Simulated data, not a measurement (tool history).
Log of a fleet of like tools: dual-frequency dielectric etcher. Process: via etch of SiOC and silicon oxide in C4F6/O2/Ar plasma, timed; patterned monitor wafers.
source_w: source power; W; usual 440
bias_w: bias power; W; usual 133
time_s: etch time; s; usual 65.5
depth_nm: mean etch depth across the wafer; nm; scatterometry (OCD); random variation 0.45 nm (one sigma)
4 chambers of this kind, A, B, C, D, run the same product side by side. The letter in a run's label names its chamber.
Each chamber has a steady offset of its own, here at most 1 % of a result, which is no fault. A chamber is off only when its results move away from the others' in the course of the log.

run	hour	source_w	bias_w	time_s	read-back reference wafer on the same gauge, depth_nm	depth_nm
1A	5.0	440	133	65.5	83.191	69.312
2C	11.6	440	133	65.5	83.038	70.107
3B	16.3	440	133	65.5	83.317	70.037
4D	24.3	440	133	65.5	83.045	70.434
5B	33.1	440	133	65.5	83.108	69.124
6D	41.1	440	133	65.5	83.144	70.683
7A	48.7	440	133	65.5	83.027	68.886
8C	54.1	440	133	65.5	83.061	70.156
9A	61.5	440	133	65.5	83.030	70.004
10B	67.3	440	133	73.5	83.109	78.806
11D	73.9	440	133	73.5	82.967	79.187
12C	81.3	440	133	73.5	83.106	79.392
13C	89.2	440	133	73.5	82.918	79.079
14B	94.0	380	111	65.5	83.054	62.429
15D	101.1	380	111	65.5	83.247	63.000
16A	105.7	380	111	65.5	82.867	62.492
17C	110.0	380	111	65.5	83.020	63.216
18D	113.9	440	107	79.0	83.046	79.621
19A	120.2	440	107	79.0	83.023	78.329
20B	126.5	440	107	79.0	82.928	79.014
21A	132.1	440	107	79.0	83.037	79.100
22B	138.0	440	133	65.5	83.115	69.516
23C	142.4	440	154	65.5	82.993	73.297
24D	151.0	440	154	65.5	83.004	73.460
25D	159.0	440	154	65.5	83.052	73.091
26B	163.4	440	154	65.5	83.069	72.684

Next, every chamber runs the same settings. What will each give?
27A	169.8	540	133	65.5		?
27B	169.8	540	133	65.5		?
27C	169.8	540	133	65.5		?
27D	169.8	540	133	65.5		?

run	depth_nm
27A	75.277
27B	75.354
27C	76.586
27D	76.297

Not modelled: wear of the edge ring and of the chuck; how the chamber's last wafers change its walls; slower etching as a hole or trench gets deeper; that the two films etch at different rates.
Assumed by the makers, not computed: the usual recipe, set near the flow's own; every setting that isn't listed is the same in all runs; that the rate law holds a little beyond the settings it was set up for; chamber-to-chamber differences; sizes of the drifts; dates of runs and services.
